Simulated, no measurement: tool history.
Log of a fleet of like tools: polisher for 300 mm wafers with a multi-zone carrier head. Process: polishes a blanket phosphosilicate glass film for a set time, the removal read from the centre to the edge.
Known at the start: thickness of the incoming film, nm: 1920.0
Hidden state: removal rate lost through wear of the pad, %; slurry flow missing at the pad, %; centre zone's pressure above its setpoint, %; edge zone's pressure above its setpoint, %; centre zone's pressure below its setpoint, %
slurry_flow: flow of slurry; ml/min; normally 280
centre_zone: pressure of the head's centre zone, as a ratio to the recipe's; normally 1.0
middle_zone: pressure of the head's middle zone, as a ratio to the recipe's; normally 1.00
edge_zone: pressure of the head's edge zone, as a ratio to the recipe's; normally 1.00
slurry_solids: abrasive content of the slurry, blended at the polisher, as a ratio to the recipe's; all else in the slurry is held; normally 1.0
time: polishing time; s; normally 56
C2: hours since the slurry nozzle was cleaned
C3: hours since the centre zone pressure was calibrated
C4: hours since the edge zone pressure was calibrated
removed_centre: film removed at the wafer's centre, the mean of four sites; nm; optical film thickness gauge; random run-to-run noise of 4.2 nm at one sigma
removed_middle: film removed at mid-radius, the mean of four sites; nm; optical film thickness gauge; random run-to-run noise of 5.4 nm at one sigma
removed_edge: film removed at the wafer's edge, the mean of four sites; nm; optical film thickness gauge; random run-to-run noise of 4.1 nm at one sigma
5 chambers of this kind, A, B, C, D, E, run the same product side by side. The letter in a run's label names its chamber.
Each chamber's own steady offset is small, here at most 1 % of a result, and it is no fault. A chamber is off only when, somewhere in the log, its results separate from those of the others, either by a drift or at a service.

Run 1E, hour 2.6: usual settings; wafers polished on this pad 553; C2 394.6; C3 554.3; C4 428.9. Result: removed_centre 380.13 nm, removed_middle 370.39 nm, removed_edge 367.26 nm.
Run 2B, hour 7.0: usual settings; wafers polished on this pad 319; C2 602.8; C3 274.7; C4 1218.0. Result: removed_centre 382.66 nm, removed_middle 379.11 nm, removed_edge 365.21 nm.
Run 3D, hour 11.6: usual settings; wafers polished on this pad 600; C2 201.6; C3 87.1; C4 324.3. Result: removed_centre 375.09 nm, removed_middle 382.08 nm, removed_edge 379.96 nm.
At hour 13.6: chamber A: worn pad replaced by a new one.
Run 4A, hour 14.4: usual settings; wafers polished on this pad 8; C2 227.2; C3 348.2; C4 789.5. Result: removed_centre 376.50 nm, removed_middle 365.54 nm, removed_edge 368.15 nm.
At hour 16.7: chamber A: edge zone pressure recalibrated.
Run 5C, hour 17.1: usual settings; wafers polished on this pad 559; C2 202.8; C3 250.2; C4 29.8. Result: removed_centre 379.03 nm, removed_middle 380.71 nm, removed_edge 383.02 nm.
Run 6C, hour 21.1: usual settings but edge_zone 0.92, time 45 s; wafers polished on this pad 597; C2 206.8; C3 254.2; C4 33.8. Result: removed_centre 301.63 nm, removed_middle 307.05 nm, removed_edge 288.49 nm.
Run 7B, hour 25.9: usual settings but edge_zone 0.92, time 45 s; wafers polished on this pad 499; C2 621.7; C3 293.6; C4 1236.9. Result: removed_centre 306.98 nm, removed_middle 310.44 nm, removed_edge 284.13 nm.
At hour 27.6: chamber D: worn pad replaced by a new one.
Run 8D, hour 29.6: usual settings but edge_zone 0.92, time 45 s; wafers polished on this pad 19; C2 219.6; C3 105.1; C4 342.3. Result: removed_centre 304.51 nm, removed_middle 304.75 nm, removed_edge 287.56 nm.
At hour 32.8: chamber E: worn pad replaced by a new one.
Run 9E, hour 32.8: usual settings but edge_zone 0.92, time 45 s; wafers polished on this pad 0; C2 424.8; C3 584.5; C4 459.1. Result: removed_centre 306.96 nm, removed_middle 299.51 nm, removed_edge 290.23 nm.
Run 10A, hour 35.3: usual settings but edge_zone 0.92, time 45 s; wafers polished on this pad 207; C2 248.1; C3 369.1; C4 18.6. Result: removed_centre 308.99 nm, removed_middle 305.51 nm, removed_edge 285.12 nm.
Run 11D, hour 38.2: usual settings but slurry_flow 310 ml/min, middle_zone 1.06; wafers polished on this pad 101; C2 228.2; C3 113.7; C4 350.9. Result: removed_centre 375.28 nm, removed_middle 405.04 nm, removed_edge 381.46 nm.
Run 12C, hour 42.7: usual settings but slurry_flow 310 ml/min, middle_zone 1.06; wafers polished on this pad 803; C2 228.4; C3 275.8; C4 55.4. Result: removed_centre 375.68 nm, removed_middle 401.26 nm, removed_edge 383.06 nm.
Run 13E, hour 46.0: usual settings but slurry_flow 310 ml/min, middle_zone 1.06; wafers polished on this pad 125; C2 438.0; C3 597.7; C4 472.3. Result: removed_centre 382.18 nm, removed_middle 395.74 nm, removed_edge 380.54 nm.
Run 14B, hour 50.3: usual settings but slurry_flow 310 ml/min, middle_zone 1.06; wafers polished on this pad 731; C2 646.1; C3 318.0; C4 1261.3. Result: removed_centre 382.51 nm, removed_middle 404.02 nm, removed_edge 379.94 nm.
Run 15A, hour 53.6: usual settings but slurry_flow 310 ml/min, middle_zone 1.06; wafers polished on this pad 381; C2 266.4; C3 387.4; C4 36.9. Result: removed_centre 375.10 nm, removed_middle 400.45 nm, removed_edge 385.75 nm.
Run 16C, hour 56.8: usual settings; wafers polished on this pad 937; C2 242.5; C3 289.9; C4 69.5. Result: removed_centre 380.22 nm, removed_middle 367.50 nm, removed_edge 384.57 nm.
Run 17E, hour 59.5: usual settings; wafers polished on this pad 254; C2 451.5; C3 611.2; C4 485.8. Result: removed_centre 375.53 nm, removed_middle 381.35 nm, removed_edge 372.09 nm.
Run 18D, hour 62.7: usual settings; wafers polished on this pad 334; C2 252.7; C3 138.2; C4 375.4. Result: removed_centre 370.17 nm, removed_middle 375.73 nm, removed_edge 371.51 nm.
Run 19A, hour 67.4: usual settings but middle_zone 1.07, slurry_solids 0.9; wafers polished on this pad 513; C2 280.2; C3 401.2; C4 50.7. Result: removed_centre 355.15 nm, removed_middle 385.32 nm, removed_edge 346.37 nm.
Run 20B, hour 72.1: usual settings but middle_zone 1.07, slurry_solids 0.9; wafers polished on this pad 939; C2 667.9; C3 339.8; C4 1283.1. Result: removed_centre 367.00 nm, removed_middle 384.31 nm, removed_edge 356.09 nm.
At hour 75.5: chamber C: worn pad replaced by a new one.
Run 21B, hour 76.6: usual settings but middle_zone 1.07, slurry_solids 0.9; wafers polished on this pad 982; C2 672.4; C3 344.3; C4 1287.6. Result: removed_centre 359.48 nm, removed_middle 386.40 nm, removed_edge 357.42 nm.
At hour 77.4: chamber A: centre zone pressure recalibrated.
Run 22C, hour 79.8: usual settings but middle_zone 1.07, slurry_solids 0.9; wafers polished on this pad 41; C2 265.5; C3 312.9; C4 92.5. Result: removed_centre 360.49 nm, removed_middle 375.26 nm, removed_edge 362.54 nm.
At hour 83.2: chamber B: edge zone pressure recalibrated.
Run 23A, hour 84.6: usual settings but middle_zone 1.07, slurry_solids 0.9; wafers polished on this pad 676; C2 297.4; C3 7.3; C4 67.9. Result: removed_centre 356.92 nm, removed_middle 373.37 nm, removed_edge 360.72 nm.
Run 24D, hour 87.5: usual settings but edge_zone 0.92, slurry_solids 1.2; wafers polished on this pad 570; C2 277.5; C3 163.0; C4 400.2. Result: removed_centre 388.84 nm, removed_middle 405.23 nm, removed_edge 398.29 nm.
Run 25E, hour 92.0: usual settings but edge_zone 0.92, slurry_solids 1.2; wafers polished on this pad 563; C2 484.0; C3 643.7; C4 518.3. Result: removed_centre 411.10 nm, removed_middle 405.32 nm, removed_edge 388.70 nm.
Run 26B, hour 96.8: usual settings but edge_zone 0.92, slurry_solids 1.2; wafers polished on this pad 1174; C2 692.6; C3 364.5; C4 13.7. Result: removed_centre 408.30 nm, removed_middle 405.38 nm, removed_edge 385.77 nm.
At hour 98.3: chamber C: slurry nozzle cleaned.
Run 27E, hour 100.7: usual settings but edge_zone 0.92, slurry_solids 1.2; wafers polished on this pad 646; C2 492.7; C3 652.4; C4 527.0. Result: removed_centre 418.20 nm, removed_middle 410.23 nm, removed_edge 389.70 nm.
At hour 101.9: chamber D: worn pad replaced by a new one.
Run 28A, hour 103.3: usual settings but edge_zone 0.92, slurry_solids 1.2; wafers polished on this pad 854; C2 316.1; C3 26.0; C4 86.6. Result: removed_centre 410.89 nm, removed_middle 409.48 nm, removed_edge 387.86 nm.
Run 29C, hour 107.1: usual settings; wafers polished on this pad 301; C2 8.8; C3 340.2; C4 119.8. Result: removed_centre 375.30 nm, removed_middle 371.21 nm, removed_edge 380.66 nm.
Run 30D, hour 111.0: usual settings; wafers polished on this pad 87; C2 301.0; C3 186.5; C4 423.7. Result: removed_centre 358.12 nm, removed_middle 387.40 nm, removed_edge 364.45 nm.
Run 31D, hour 113.4: usual settings; wafers polished on this pad 110; C2 303.4; C3 188.9; C4 426.1. Result: removed_centre 348.33 nm, removed_middle 368.47 nm, removed_edge 373.77 nm.
Run 32E, hour 115.8: usual settings; wafers polished on this pad 790; C2 507.8; C3 667.5; C4 542.1. Result: removed_centre 374.75 nm, removed_middle 381.95 nm, removed_edge 380.78 nm.
At hour 116.5: chamber B: worn pad replaced by a new one.
Run 33A, hour 120.0: usual settings; wafers polished on this pad 1013; C2 332.8; C3 42.7; C4 103.3. Result: removed_centre 375.75 nm, removed_middle 381.75 nm, removed_edge 376.62 nm.
At hour 122.5: chamber A: worn pad replaced by a new one.
Run 34C, hour 122.5: usual settings; wafers polished on this pad 448; C2 24.2; C3 355.6; C4 135.2. Result: removed_centre 367.82 nm, removed_middle 373.86 nm, removed_edge 386.87 nm.
Run 35B, hour 124.9: usual settings; wafers polished on this pad 80; C2 720.7; C3 392.6; C4 41.8. Result: removed_centre 374.61 nm, removed_middle 381.06 nm, removed_edge 373.22 nm.
At hour 129.6: chamber E: worn pad replaced by a new one.
Run 36D, hour 129.6: usual settings; wafers polished on this pad 264; C2 319.6; C3 205.1; C4 442.3. Result: removed_centre 342.44 nm, removed_middle 379.54 nm, removed_edge 374.50 nm.
Run 37C, hour 134.3: usual settings; wafers polished on this pad 560; C2 36.0; C3 367.4; C4 147.0. Result: removed_centre 375.60 nm, removed_middle 387.75 nm, removed_edge 373.86 nm.
Run 38E, hour 136.4: usual settings; wafers polished on this pad 65; C2 528.4; C3 688.1; C4 562.7. Result: removed_centre 380.51 nm, removed_middle 384.53 nm, removed_edge 371.57 nm.
Run 39B, hour 140.7: usual settings but centre_zone 1.1, middle_zone 0.92; wafers polished on this pad 230; C2 736.5; C3 408.4; C4 57.6. Result: removed_centre 413.07 nm, removed_middle 343.78 nm, removed_edge 376.69 nm.
Run 40A, hour 143.3: usual settings but centre_zone 1.1, middle_zone 0.92; wafers polished on this pad 198; C2 356.1; C3 66.0; C4 126.6. Result: removed_centre 420.61 nm, removed_middle 347.13 nm, removed_edge 375.82 nm.
Run 41A, hour 146.0: usual settings but centre_zone 1.1, middle_zone 0.92; wafers polished on this pad 223; C2 358.8; C3 68.7; C4 129.3. Result: removed_centre 419.22 nm, removed_middle 352.73 nm, removed_edge 377.86 nm.

Decide between three cases: one chamber stands off from its peers, the gauge reading all wafers drifts, or nothing is wrong past each chamber's small offset. Where a chamber is off, say which and what most likely put it there.

It is chamber D that slowly wanders off from its peers.
Likeliest cause: centre zone's pressure below its setpoint, % = 7.73.

Which of the 4 candidates below, each the usual settings with something changed and its results left as question marks, puts chamber D back in line with what the other chambers give on the usual settings?
Allowed miss from the other chambers' usual-settings mean, per result, to count as in line: removed_centre 15.00 nm; removed_middle 19.00 nm; removed_edge 14.00 nm
Run 42D-1, hour 149.6: usual settings but slurry_flow 275 ml/min, centre_zone 0.93, middle_zone 1.02, edge_zone 1.02, time 55 s. Result: removed_centre ?, removed_middle ?, removed_edge ?.
Run 42D-2, hour 149.6: usual settings but centre_zone 0.98, edge_zone 1.01. Result: removed_centre ?, removed_middle ?, removed_edge ?.
Run 42D-3, hour 149.6: usual settings but centre_zone 1.02, edge_zone 0.99. Result: removed_centre ?, removed_middle ?, removed_edge ?.
Run 42D-4, hour 149.6: usual settings but slurry_flow 285 ml/min, centre_zone 1.07, middle_zone 0.98, edge_zone 0.98, time 57 s. Result: removed_centre ?, removed_middle ?, removed_edge ?.

The other chambers' mean on the usual settings: removed_centre 377.55 nm; removed_middle 377.24 nm; removed_edge 376.76 nm
  run  removed_centre  removed_middle  removed_edge
42D-1          310.81          377.20        373.83
42D-2          336.28          377.87        379.32
42D-3          351.63          377.80        375.39
42D-4          378.15          378.20        380.73
42D-4 puts the chamber back in line with the other chambers.
